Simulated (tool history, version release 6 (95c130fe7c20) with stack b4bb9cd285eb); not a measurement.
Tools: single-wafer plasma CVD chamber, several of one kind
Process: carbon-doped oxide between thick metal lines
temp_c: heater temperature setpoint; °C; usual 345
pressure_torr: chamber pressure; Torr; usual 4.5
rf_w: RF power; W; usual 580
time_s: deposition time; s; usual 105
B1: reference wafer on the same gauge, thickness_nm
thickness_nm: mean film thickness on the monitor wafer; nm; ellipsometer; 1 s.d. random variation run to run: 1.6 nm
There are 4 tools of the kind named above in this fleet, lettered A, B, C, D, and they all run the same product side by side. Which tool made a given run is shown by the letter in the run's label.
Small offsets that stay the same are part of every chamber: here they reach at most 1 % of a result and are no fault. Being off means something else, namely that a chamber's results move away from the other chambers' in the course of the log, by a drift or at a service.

{"hour": 6.8, "done": "chamber D: capacitance manometer re-zeroed and calibrated"}
{"run": "1C", "hour": 14.1, "temp_c": 345, "pressure_torr": 4.5, "rf_w": 580, "time_s": 105, "B1": 637.62, "thickness_nm": 583.12}
{"run": "2B", "hour": 25.2, "temp_c": 345, "pressure_torr": 4.5, "rf_w": 580, "time_s": 105, "B1": 638.33, "thickness_nm": 574.74}
{"run": "3D", "hour": 39.2, "temp_c": 345, "pressure_torr": 4.5, "rf_w": 580, "time_s": 105, "B1": 638.24, "thickness_nm": 580.19}
{"run": "4A", "hour": 51.3, "temp_c": 345, "pressure_torr": 4.5, "rf_w": 580, "time_s": 105, "B1": 638.13, "thickness_nm": 578.31}
{"run": "5C", "hour": 58.2, "temp_c": 345, "pressure_torr": 4.5, "rf_w": 580, "time_s": 105, "B1": 638.31, "thickness_nm": 580.12}
{"run": "6D", "hour": 74.1, "temp_c": 345, "pressure_torr": 3.8, "rf_w": 580, "time_s": 119, "B1": 638.15, "thickness_nm": 642.73}
{"run": "7B", "hour": 81.6, "temp_c": 345, "pressure_torr": 3.8, "rf_w": 580, "time_s": 119, "B1": 638.18, "thickness_nm": 636.42}
{"run": "8A", "hour": 94.1, "temp_c": 345, "pressure_torr": 3.8, "rf_w": 580, "time_s": 119, "B1": 637.68, "thickness_nm": 640.49}
{"run": "9B", "hour": 101.3, "temp_c": 345, "pressure_torr": 3.8, "rf_w": 580, "time_s": 119, "B1": 638.22, "thickness_nm": 636.52}
{"run": "10C", "hour": 113.1, "temp_c": 345, "pressure_torr": 4.5, "rf_w": 580, "time_s": 105, "B1": 637.96, "thickness_nm": 580.2}
{"run": "11D", "hour": 124.0, "temp_c": 345, "pressure_torr": 4.5, "rf_w": 580, "time_s": 105, "B1": 637.57, "thickness_nm": 582.37}
{"run": "12A", "hour": 134.4, "temp_c": 345, "pressure_torr": 4.5, "rf_w": 580, "time_s": 105, "B1": 638.02, "thickness_nm": 577.94}
{"run": "13D", "hour": 148.9, "temp_c": 345, "pressure_torr": 4.5, "rf_w": 580, "time_s": 105, "B1": 638.1, "thickness_nm": 583.69}
{"run": "14C", "hour": 160.6, "temp_c": 345, "pressure_torr": 4.5, "rf_w": 580, "time_s": 105, "B1": 637.99, "thickness_nm": 581.03}
{"run": "15B", "hour": 170.9, "temp_c": 345, "pressure_torr": 4.5, "rf_w": 580, "time_s": 105, "B1": 637.93, "thickness_nm": 577.99}
{"run": "16A", "hour": 180.9, "temp_c": 345, "pressure_torr": 4.5, "rf_w": 580, "time_s": 105, "B1": 637.47, "thickness_nm": 577.09}
{"run": "17C", "hour": 190.0, "temp_c": 345, "pressure_torr": 4.5, "rf_w": 580, "time_s": 105, "B1": 637.94, "thickness_nm": 580.56}
{"hour": 196.8, "done": "chamber A: RF generator calibrated"}
{"run": "18B", "hour": 205.4, "temp_c": 345, "pressure_torr": 4.5, "rf_w": 580, "time_s": 105, "B1": 637.58, "thickness_nm": 573.78}
{"run": "19A", "hour": 221.0, "temp_c": 345, "pressure_torr": 4.5, "rf_w": 580, "time_s": 105, "B1": 638.3, "thickness_nm": 577.85}
{"run": "20D", "hour": 230.4, "temp_c": 345, "pressure_torr": 4.5, "rf_w": 580, "time_s": 105, "B1": 638.1, "thickness_nm": 583.07}
{"run": "21A", "hour": 240.2, "temp_c": 345, "pressure_torr": 4.5, "rf_w": 580, "time_s": 105, "B1": 638.3, "thickness_nm": 578.29}
{"hour": 252.9, "done": "chamber B: thermocouple changed; heater temperature recalibrated"}
{"run": "22C", "hour": 256.0, "temp_c": 350, "pressure_torr": 4.5, "rf_w": 580, "time_s": 105, "B1": 638.28, "thickness_nm": 573.03}
{"run": "23B", "hour": 270.1, "temp_c": 350, "pressure_torr": 4.5, "rf_w": 580, "time_s": 105, "B1": 637.92, "thickness_nm": 561.28}
{"run": "24D", "hour": 280.6, "temp_c": 350, "pressure_torr": 4.5, "rf_w": 580, "time_s": 105, "B1": 637.87, "thickness_nm": 575.51}
{"run": "25B", "hour": 296.4, "temp_c": 350, "pressure_torr": 4.5, "rf_w": 580, "time_s": 105, "B1": 637.73, "thickness_nm": 558.87}
{"run": "26A", "hour": 307.2, "temp_c": 345, "pressure_torr": 4.5, "rf_w": 580, "time_s": 105, "B1": 638.27, "thickness_nm": 579.72}
{"run": "27C", "hour": 317.0, "temp_c": 334, "pressure_torr": 4.5, "rf_w": 580, "time_s": 105, "B1": 637.41, "thickness_nm": 597.13}
{"run": "28D", "hour": 330.7, "temp_c": 334, "pressure_torr": 4.5, "rf_w": 580, "time_s": 105, "B1": 638.41, "thickness_nm": 598.32}
{"run": "29A", "hour": 339.5, "temp_c": 334, "pressure_torr": 4.5, "rf_w": 580, "time_s": 105, "B1": 638.26, "thickness_nm": 597.72}
{"run": "30C", "hour": 351.1, "temp_c": 334, "pressure_torr": 4.5, "rf_w": 580, "time_s": 105, "B1": 638.23, "thickness_nm": 597.71}
{"run": "31D", "hour": 366.4, "temp_c": 345, "pressure_torr": 4.5, "rf_w": 580, "time_s": 105, "B1": 638.32, "thickness_nm": 582.03}
{"run": "32B", "hour": 378.3, "temp_c": 345, "pressure_torr": 4.5, "rf_w": 580, "time_s": 105, "B1": 637.61, "thickness_nm": 568.97}
{"run": "33A", "hour": 394.1, "temp_c": 345, "pressure_torr": 4.5, "rf_w": 580, "time_s": 105, "B1": 638.36, "thickness_nm": 580.82}
{"run": "34B", "hour": 406.5, "temp_c": 345, "pressure_torr": 4.5, "rf_w": 580, "time_s": 105, "B1": 638.14, "thickness_nm": 565.67}
{"run": "35C", "hour": 418.1, "temp_c": 345, "pressure_torr": 4.5, "rf_w": 580, "time_s": 95, "B1": 637.82, "thickness_nm": 524.09}
{"run": "36D", "hour": 430.2, "temp_c": 345, "pressure_torr": 4.5, "rf_w": 580, "time_s": 95, "B1": 637.78, "thickness_nm": 526.56}
{"run": "37A", "hour": 443.6, "temp_c": 345, "pressure_torr": 4.5, "rf_w": 580, "time_s": 95, "B1": 637.93, "thickness_nm": 524.93}
{"run": "38C", "hour": 452.0, "temp_c": 345, "pressure_torr": 4.5, "rf_w": 580, "time_s": 95, "B1": 638.04, "thickness_nm": 527.82}
{"hour": 463.5, "done": "chamber B: RF generator calibrated"}
{"run": "39D", "hour": 468.0, "temp_c": 345, "pressure_torr": 4.89, "rf_w": 580, "time_s": 105, "B1": 637.98, "thickness_nm": 588.91}
{"run": "40B", "hour": 475.4, "temp_c": 345, "pressure_torr": 4.89, "rf_w": 580, "time_s": 105, "B1": 638.14, "thickness_nm": 575.69}
{"run": "41D", "hour": 484.2, "temp_c": 345, "pressure_torr": 4.89, "rf_w": 580, "time_s": 105, "B1": 638.05, "thickness_nm": 591.12}
{"run": "42A", "hour": 496.5, "temp_c": 345, "pressure_torr": 4.89, "rf_w": 580, "time_s": 105, "B1": 638.44, "thickness_nm": 585.99}
{"run": "43C", "hour": 510.1, "temp_c": 336, "pressure_torr": 4.5, "rf_w": 675, "time_s": 105, "B1": 638.48, "thickness_nm": 651.07}

Read the log: is a single chamber off, either drifting away or since a service, is the gauge that measures every chamber drifting, or is nothing wrong beyond small per-chamber offsets? Name any odd chamber and what most likely caused it.

Chamber B came out of a service off from its peers and stayed that way.
Likeliest cause: wafer temperature above the value expected at the setpoint (K) = 5.53.

Below are 4 candidate recipes for chamber B's next run, each the usual settings with a change, their results shown as question marks. Which of them brings B's results back in line with what the other chambers give on the usual settings?
In-line tolerance around the mean of the other chambers on the usual settings: thickness_nm 5.6 nm
{"run": "44B-1", "hour": 521.5, "temp_c": 345, "pressure_torr": 4.53, "rf_w": 590, "time_s": 108, "thickness_nm": "?"}
{"run": "44B-2", "hour": 521.5, "temp_c": 345, "pressure_torr": 4.48, "rf_w": 575, "time_s": 103, "thickness_nm": "?"}
{"run": "44B-3", "hour": 521.5, "temp_c": 344, "pressure_torr": 4.55, "rf_w": 600, "time_s": 105, "thickness_nm": "?"}
{"run": "44B-4", "hour": 521.5, "temp_c": 345, "pressure_torr": 4.39, "rf_w": 545, "time_s": 105, "thickness_nm": "?"}

The mean the other chambers reach with the usual settings: thickness_nm 580.07 nm
run=44B-1 thickness_nm=589.55
run=44B-2 thickness_nm=552.82
run=44B-3 thickness_nm=580.94
run=44B-4 thickness_nm=543.87
The right change is 44B-3: it brings the chamber back within the allowed miss of the others.
